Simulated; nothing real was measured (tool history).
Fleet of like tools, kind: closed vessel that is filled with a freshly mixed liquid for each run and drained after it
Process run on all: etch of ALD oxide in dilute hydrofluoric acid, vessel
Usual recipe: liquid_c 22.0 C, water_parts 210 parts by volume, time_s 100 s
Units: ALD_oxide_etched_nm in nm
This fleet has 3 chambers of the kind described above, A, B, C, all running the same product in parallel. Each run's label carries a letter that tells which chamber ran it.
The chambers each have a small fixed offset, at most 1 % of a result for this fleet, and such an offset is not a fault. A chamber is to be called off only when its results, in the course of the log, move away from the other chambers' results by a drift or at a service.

run   hour  liquid_c  water_parts  time_s  read-back film thickness of the ALD oxide reference wafer, read on the same gauge (nm)  ALD_oxide_etched_nm
 1C    6.1      22.0          210     100                                                                                  70.018              12.7870
 2A   11.6      22.0          210     100                                                                                  69.993              12.8930
 3B   16.1      22.0          210     100                                                                                  70.043              12.7100
 4C   23.9      22.0          210     100                                                                                  70.025              12.7770
 5B   29.7      22.0          210     100                                                                                  69.981              12.6660
 6A   36.5      22.0          210     100                                                                                  69.973              12.7860
 7C   40.8      22.0          210     100                                                                                  70.027              12.7620
 8A   44.6      22.0          210     100                                                                                  70.014              12.8270
 9B   49.0      22.0          210     100                                                                                  70.008              12.6340
10C   55.3      22.0          210     100                                                                                  69.996              12.6480
11B   63.6      19.5          210      75                                                                                  70.019               8.6342
12A   69.2      19.5          210      75                                                                                  69.982               8.7290
13C   76.0      19.5          210      75                                                                                  70.026               8.7112
14B   83.0      22.0          210     100                                                                                  70.012              12.6230
15A   88.8      22.0          210     100                                                                                  69.997              12.8020
16B   92.5      22.0          210     100                                                                                  70.005              12.7380
17A   99.6      22.0          210     100                                                                                  69.966              12.8570
18C  107.1      22.0          210     100                                                                                  69.975              12.7000
19B  113.6      22.0          210     100                                                                                  69.953              12.7070
20C  117.5      22.0          210     100                                                                                  69.997              12.7490
21A  123.5      22.0          210      70                                                                                  69.999               8.9410
22A  130.6      22.0          210      70                                                                                  70.051               8.9877
23B  134.3      22.0          210      70                                                                                  70.006               8.9325
24C  139.4      22.0          210     100                                                                                  69.970              12.7480
25C  145.9      22.0          210      75                                                                                  70.025               9.5595
26A  149.9      22.0          210      75                                                                                  70.000               9.6416
     156.4  -- chamber A: hydrofluoric acid flow meter replaced
27B  158.0      22.0          210      75                                                                                  70.020               9.6476
28C  162.0      18.0          210     100                                                                                  69.967              10.9200
29A  166.9      18.0          210     100                                                                                  70.001              11.0230
30B  173.9      18.0          210     100                                                                                  70.017              11.0120
31B  181.0      22.0          210     100                                                                                  69.982              12.8600
32C  189.3      22.0          210     100                                                                                  69.974              12.7580
33A  197.7      22.0          210     100                                                                                  69.997              12.8190
34C  205.1      22.0          210     100                                                                                  70.035              12.6990
35A  212.8      22.0          210     100                                                                                  70.002              12.7940
36B  220.7      22.0          210     100                                                                                  70.036              12.8780
37C  228.5      22.0          210     100                                                                                  69.986              12.7160
38B  236.3      22.0          210     100                                                                                  69.991              12.9690
39A  244.4      22.0          210     100                                                                                  69.988              12.8590
40A  248.3      22.0          210     100                                                                                  69.968              12.7630
41C  253.9      22.0          210     100                                                                                  70.034              12.7810
42B  258.3      22.0          210     100                                                                                  70.031              12.9580
43B  263.2      22.0          210     100                                                                                  70.040              13.0260
44C  269.4      22.0          210     100                                                                                  70.015              12.7440

Does one chamber stand apart from the rest, does the shared gauge drift, or is all well apart from small per-chamber offsets? Give the chamber and the most likely cause, where there is one.

One chamber, B, drifts off from the rest bit by bit.
Cause: hydrofluoric acid flow above the setpoint (%) = 2.13.
The log may not separate it from: liquid hotter than its thermometer reads (K).

Which of the 4 candidates below, each the usual settings with something changed and its results left as question marks, puts chamber B back in line with what the other chambers give on the usual settings?
In line means no further than this from the other chambers' mean on the usual settings: ALD_oxide_etched_nm 0.1600 nm
45B-1  275.6      22.5          210     100                                                                                                            ?
45B-2  275.6      21.0          210     100                                                                                                            ?
45B-3  275.6      23.0          210     100                                                                                                            ?
45B-4  275.6      21.5          210     100                                                                                                            ?

Mean of the other chambers on the usual settings: ALD_oxide_etched_nm 12.7790 nm
  run  ALD_oxide_etched_nm
45B-1              13.2290
45B-2              12.5100
45B-3              13.4780
45B-4              12.7500
The answer is 45B-4, which returns the chamber to within the allowed miss of the others.
